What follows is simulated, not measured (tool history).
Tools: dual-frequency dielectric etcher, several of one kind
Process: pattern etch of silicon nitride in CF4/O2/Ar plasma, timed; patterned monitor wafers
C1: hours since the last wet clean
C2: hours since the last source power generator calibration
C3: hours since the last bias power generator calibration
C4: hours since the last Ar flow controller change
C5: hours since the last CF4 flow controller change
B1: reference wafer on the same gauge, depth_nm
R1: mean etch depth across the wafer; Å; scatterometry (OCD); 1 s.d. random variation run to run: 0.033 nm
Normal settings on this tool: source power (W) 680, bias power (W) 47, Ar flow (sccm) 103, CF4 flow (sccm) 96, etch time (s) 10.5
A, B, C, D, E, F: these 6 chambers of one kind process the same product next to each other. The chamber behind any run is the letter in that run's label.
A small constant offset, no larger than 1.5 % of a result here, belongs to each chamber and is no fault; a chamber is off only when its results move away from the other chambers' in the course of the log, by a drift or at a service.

run 1D day=0.117 | source_power_(W)=680 bias_power_(W)=47 Ar_flow_(sccm)=103 CF4_flow_(sccm)=96 etch_time_(s)=10.5 | C1=160.9 C2=219.3 C3=1369.3 C4=1312.1 C5=986.9 | B1=23.698 | R1=249.58
run 2C day=0.317 | source_power_(W)=680 bias_power_(W)=47 Ar_flow_(sccm)=103 CF4_flow_(sccm)=96 etch_time_(s)=10.5 | C1=35.8 C2=2645.4 C3=2547.6 C4=155.2 C5=1962.9 | B1=23.693 | R1=250.01
-- day=0.554 chamber A: bias power generator calibrated
run 3E day=0.558 | source_power_(W)=680 bias_power_(W)=47 Ar_flow_(sccm)=103 CF4_flow_(sccm)=96 etch_time_(s)=10.5 | C1=237.9 C2=2284.2 C3=999.1 C4=2825.9 C5=632.4 | B1=23.694 | R1=253.11
run 4A day=0.679 | source_power_(W)=680 bias_power_(W)=47 Ar_flow_(sccm)=103 CF4_flow_(sccm)=96 etch_time_(s)=10.5 | C1=345.4 C2=3046.8 C3=3.1 C4=682.3 C5=2155.8 | B1=23.687 | R1=254.51
run 5B day=0.867 | source_power_(W)=680 bias_power_(W)=47 Ar_flow_(sccm)=103 CF4_flow_(sccm)=96 etch_time_(s)=10.5 | C1=258.4 C2=226.2 C3=1259.2 C4=605.6 C5=1481.0 | B1=23.690 | R1=251.57
run 6F day=0.983 | source_power_(W)=680 bias_power_(W)=47 Ar_flow_(sccm)=103 CF4_flow_(sccm)=96 etch_time_(s)=10.5 | C1=57.5 C2=489.5 C3=34.3 C4=2891.9 C5=1264.0 | B1=23.684 | R1=255.30
run 7A day=1.229 | source_power_(W)=680 bias_power_(W)=47 Ar_flow_(sccm)=125 CF4_flow_(sccm)=96 etch_time_(s)=13.0 | C1=358.6 C2=3060.0 C3=16.3 C4=695.5 C5=2169.0 | B1=23.677 | R1=307.10
run 8F day=1.475 | source_power_(W)=680 bias_power_(W)=47 Ar_flow_(sccm)=125 CF4_flow_(sccm)=96 etch_time_(s)=13.0 | C1=69.3 C2=501.3 C3=46.1 C4=2903.7 C5=1275.8 | B1=23.679 | R1=307.37
run 9D day=1.679 | source_power_(W)=680 bias_power_(W)=47 Ar_flow_(sccm)=125 CF4_flow_(sccm)=96 etch_time_(s)=13.0 | C1=198.4 C2=256.8 C3=1406.8 C4=1349.6 C5=1024.4 | B1=23.664 | R1=301.97
run 10B day=1.858 | source_power_(W)=680 bias_power_(W)=47 Ar_flow_(sccm)=125 CF4_flow_(sccm)=96 etch_time_(s)=13.0 | C1=282.2 C2=250.0 C3=1283.0 C4=629.4 C5=1504.8 | B1=23.668 | R1=303.82
run 11C day=2.062 | source_power_(W)=680 bias_power_(W)=47 Ar_flow_(sccm)=125 CF4_flow_(sccm)=96 etch_time_(s)=13.0 | C1=77.7 C2=2687.3 C3=2589.5 C4=197.1 C5=2004.8 | B1=23.673 | R1=300.79
run 12E day=2.242 | source_power_(W)=680 bias_power_(W)=47 Ar_flow_(sccm)=125 CF4_flow_(sccm)=96 etch_time_(s)=13.0 | C1=278.3 C2=2324.6 C3=1039.5 C4=2866.3 C5=672.8 | B1=23.668 | R1=305.19
run 13F day=2.479 | source_power_(W)=680 bias_power_(W)=47 Ar_flow_(sccm)=94 CF4_flow_(sccm)=96 etch_time_(s)=12.5 | C1=93.4 C2=525.4 C3=70.2 C4=2927.8 C5=1299.9 | B1=23.662 | R1=307.64
run 14C day=2.638 | source_power_(W)=680 bias_power_(W)=47 Ar_flow_(sccm)=94 CF4_flow_(sccm)=96 etch_time_(s)=12.5 | C1=91.5 C2=2701.1 C3=2603.3 C4=210.9 C5=2018.6 | B1=23.656 | R1=300.81
-- day=2.842 chamber A: wet clean of the chamber
run 15D day=2.875 | source_power_(W)=680 bias_power_(W)=47 Ar_flow_(sccm)=94 CF4_flow_(sccm)=96 etch_time_(s)=12.5 | C1=227.1 C2=285.5 C3=1435.5 C4=1378.3 C5=1053.1 | B1=23.658 | R1=300.62
run 16E day=3.088 | source_power_(W)=680 bias_power_(W)=47 Ar_flow_(sccm)=94 CF4_flow_(sccm)=96 etch_time_(s)=12.5 | C1=298.6 C2=2344.9 C3=1059.8 C4=2886.6 C5=693.1 | B1=23.657 | R1=303.86
run 17B day=3.200 | source_power_(W)=680 bias_power_(W)=47 Ar_flow_(sccm)=94 CF4_flow_(sccm)=96 etch_time_(s)=12.5 | C1=314.4 C2=282.2 C3=1315.2 C4=661.6 C5=1537.0 | B1=23.651 | R1=303.35
run 18A day=3.429 | source_power_(W)=680 bias_power_(W)=47 Ar_flow_(sccm)=94 CF4_flow_(sccm)=96 etch_time_(s)=12.5 | C1=14.1 C2=3112.8 C3=69.1 C4=748.3 C5=2221.8 | B1=23.653 | R1=305.83
run 19D day=3.625 | source_power_(W)=680 bias_power_(W)=47 Ar_flow_(sccm)=103 CF4_flow_(sccm)=96 etch_time_(s)=10.5 | C1=245.1 C2=303.5 C3=1453.5 C4=1396.3 C5=1071.1 | B1=23.639 | R1=249.58
run 20C day=3.867 | source_power_(W)=680 bias_power_(W)=47 Ar_flow_(sccm)=103 CF4_flow_(sccm)=96 etch_time_(s)=10.5 | C1=121.0 C2=2730.6 C3=2632.8 C4=240.4 C5=2048.1 | B1=23.645 | R1=249.69
run 21A day=3.975 | source_power_(W)=680 bias_power_(W)=47 Ar_flow_(sccm)=103 CF4_flow_(sccm)=96 etch_time_(s)=10.5 | C1=27.2 C2=3125.9 C3=82.2 C4=761.4 C5=2234.9 | B1=23.638 | R1=254.01
run 22E day=4.225 | source_power_(W)=680 bias_power_(W)=47 Ar_flow_(sccm)=103 CF4_flow_(sccm)=96 etch_time_(s)=10.5 | C1=325.9 C2=2372.2 C3=1087.1 C4=2913.9 C5=720.4 | B1=23.629 | R1=252.30
run 23F day=4.383 | source_power_(W)=680 bias_power_(W)=47 Ar_flow_(sccm)=103 CF4_flow_(sccm)=96 etch_time_(s)=10.5 | C1=139.1 C2=571.1 C3=115.9 C4=2973.5 C5=1345.6 | B1=23.633 | R1=254.60
-- day=4.488 chamber E: source power generator calibrated
run 24B day=4.571 | source_power_(W)=680 bias_power_(W)=47 Ar_flow_(sccm)=103 CF4_flow_(sccm)=96 etch_time_(s)=10.5 | C1=347.3 C2=315.1 C3=1348.1 C4=694.5 C5=1569.9 | B1=23.625 | R1=252.08
run 25A day=4.788 | source_power_(W)=680 bias_power_(W)=47 Ar_flow_(sccm)=103 CF4_flow_(sccm)=96 etch_time_(s)=8.0 | C1=46.7 C2=3145.4 C3=101.7 C4=780.9 C5=2254.4 | B1=23.624 | R1=193.21
run 26B day=4.929 | source_power_(W)=680 bias_power_(W)=47 Ar_flow_(sccm)=103 CF4_flow_(sccm)=96 etch_time_(s)=8.0 | C1=355.9 C2=323.7 C3=1356.7 C4=703.1 C5=1578.5 | B1=23.622 | R1=191.19
run 27F day=5.171 | source_power_(W)=680 bias_power_(W)=47 Ar_flow_(sccm)=103 CF4_flow_(sccm)=96 etch_time_(s)=8.0 | C1=158.0 C2=590.0 C3=134.8 C4=2992.4 C5=1364.5 | B1=23.613 | R1=193.76
run 28E day=5.362 | source_power_(W)=680 bias_power_(W)=47 Ar_flow_(sccm)=103 CF4_flow_(sccm)=96 etch_time_(s)=8.0 | C1=353.2 C2=21.1 C3=1114.4 C4=2941.2 C5=747.7 | B1=23.612 | R1=192.02
run 29C day=5.575 | source_power_(W)=680 bias_power_(W)=47 Ar_flow_(sccm)=103 CF4_flow_(sccm)=96 etch_time_(s)=8.0 | C1=162.0 C2=2771.6 C3=2673.8 C4=281.4 C5=2089.1 | B1=23.608 | R1=189.60
run 30D day=5.704 | source_power_(W)=680 bias_power_(W)=47 Ar_flow_(sccm)=103 CF4_flow_(sccm)=96 etch_time_(s)=8.0 | C1=295.0 C2=353.4 C3=1503.4 C4=1446.2 C5=1121.0 | B1=23.602 | R1=189.73
run 31C day=5.900 | source_power_(W)=680 bias_power_(W)=47 Ar_flow_(sccm)=103 CF4_flow_(sccm)=96 etch_time_(s)=10.5 | C1=169.8 C2=2779.4 C3=2681.6 C4=289.2 C5=2096.9 | B1=23.613 | R1=248.45
run 32E day=6.092 | source_power_(W)=680 bias_power_(W)=47 Ar_flow_(sccm)=103 CF4_flow_(sccm)=96 etch_time_(s)=10.5 | C1=370.7 C2=38.6 C3=1131.9 C4=2958.7 C5=765.2 | B1=23.599 | R1=251.92
run 33D day=6.321 | source_power_(W)=680 bias_power_(W)=47 Ar_flow_(sccm)=103 CF4_flow_(sccm)=96 etch_time_(s)=10.5 | C1=309.8 C2=368.2 C3=1518.2 C4=1461.0 C5=1135.8 | B1=23.595 | R1=249.61
run 34A day=6.546 | source_power_(W)=680 bias_power_(W)=47 Ar_flow_(sccm)=103 CF4_flow_(sccm)=96 etch_time_(s)=10.5 | C1=88.9 C2=3187.6 C3=143.9 C4=823.1 C5=2296.6 | B1=23.601 | R1=253.31
run 35F day=6.696 | source_power_(W)=680 bias_power_(W)=47 Ar_flow_(sccm)=103 CF4_flow_(sccm)=96 etch_time_(s)=10.5 | C1=194.6 C2=626.6 C3=171.4 C4=3029.0 C5=1401.1 | B1=23.588 | R1=254.82
-- day=6.846 chamber E: wet clean of the chamber
run 36B day=6.871 | source_power_(W)=530 bias_power_(W)=47 Ar_flow_(sccm)=119 CF4_flow_(sccm)=96 etch_time_(s)=10.5 | C1=402.5 C2=370.3 C3=1403.3 C4=749.7 C5=1625.1 | B1=23.586 | R1=198.12
run 37C day=7.121 | source_power_(W)=530 bias_power_(W)=47 Ar_flow_(sccm)=119 CF4_flow_(sccm)=96 etch_time_(s)=10.5 | C1=199.1 C2=2808.7 C3=2710.9 C4=318.5 C5=2126.2 | B1=23.587 | R1=196.02
run 38E day=7.338 | source_power_(W)=530 bias_power_(W)=47 Ar_flow_(sccm)=119 CF4_flow_(sccm)=96 etch_time_(s)=10.5 | C1=11.9 C2=68.5 C3=1161.8 C4=2988.6 C5=795.1 | B1=23.581 | R1=198.11
run 39F day=7.458 | source_power_(W)=530 bias_power_(W)=47 Ar_flow_(sccm)=119 CF4_flow_(sccm)=96 etch_time_(s)=10.5 | C1=212.9 C2=644.9 C3=189.7 C4=3047.3 C5=1419.4 | B1=23.577 | R1=199.74
run 40D day=7.571 | source_power_(W)=530 bias_power_(W)=47 Ar_flow_(sccm)=119 CF4_flow_(sccm)=96 etch_time_(s)=10.5 | C1=339.8 C2=398.2 C3=1548.2 C4=1491.0 C5=1165.8 | B1=23.585 | R1=196.18

Next, all 6 chambers run the settings below, one line each with question marks for the results. What does each chamber give?
run 41A day=7.750 | source_power_(W)=680 bias_power_(W)=47 Ar_flow_(sccm)=103 CF4_flow_(sccm)=96 etch_time_(s)=10.5 | R1=?
run 41B day=7.750 | source_power_(W)=680 bias_power_(W)=47 Ar_flow_(sccm)=103 CF4_flow_(sccm)=96 etch_time_(s)=10.5 | R1=?
run 41C day=7.750 | source_power_(W)=680 bias_power_(W)=47 Ar_flow_(sccm)=103 CF4_flow_(sccm)=96 etch_time_(s)=10.5 | R1=?
run 41D day=7.750 | source_power_(W)=680 bias_power_(W)=47 Ar_flow_(sccm)=103 CF4_flow_(sccm)=96 etch_time_(s)=10.5 | R1=?
run 41E day=7.750 | source_power_(W)=680 bias_power_(W)=47 Ar_flow_(sccm)=103 CF4_flow_(sccm)=96 etch_time_(s)=10.5 | R1=?
run 41F day=7.750 | source_power_(W)=680 bias_power_(W)=47 Ar_flow_(sccm)=103 CF4_flow_(sccm)=96 etch_time_(s)=10.5 | R1=?

run=41A R1=253.62
run=41B R1=250.57
run=41C R1=248.57
run=41D R1=248.94
run=41E R1=252.29
run=41F R1=254.45
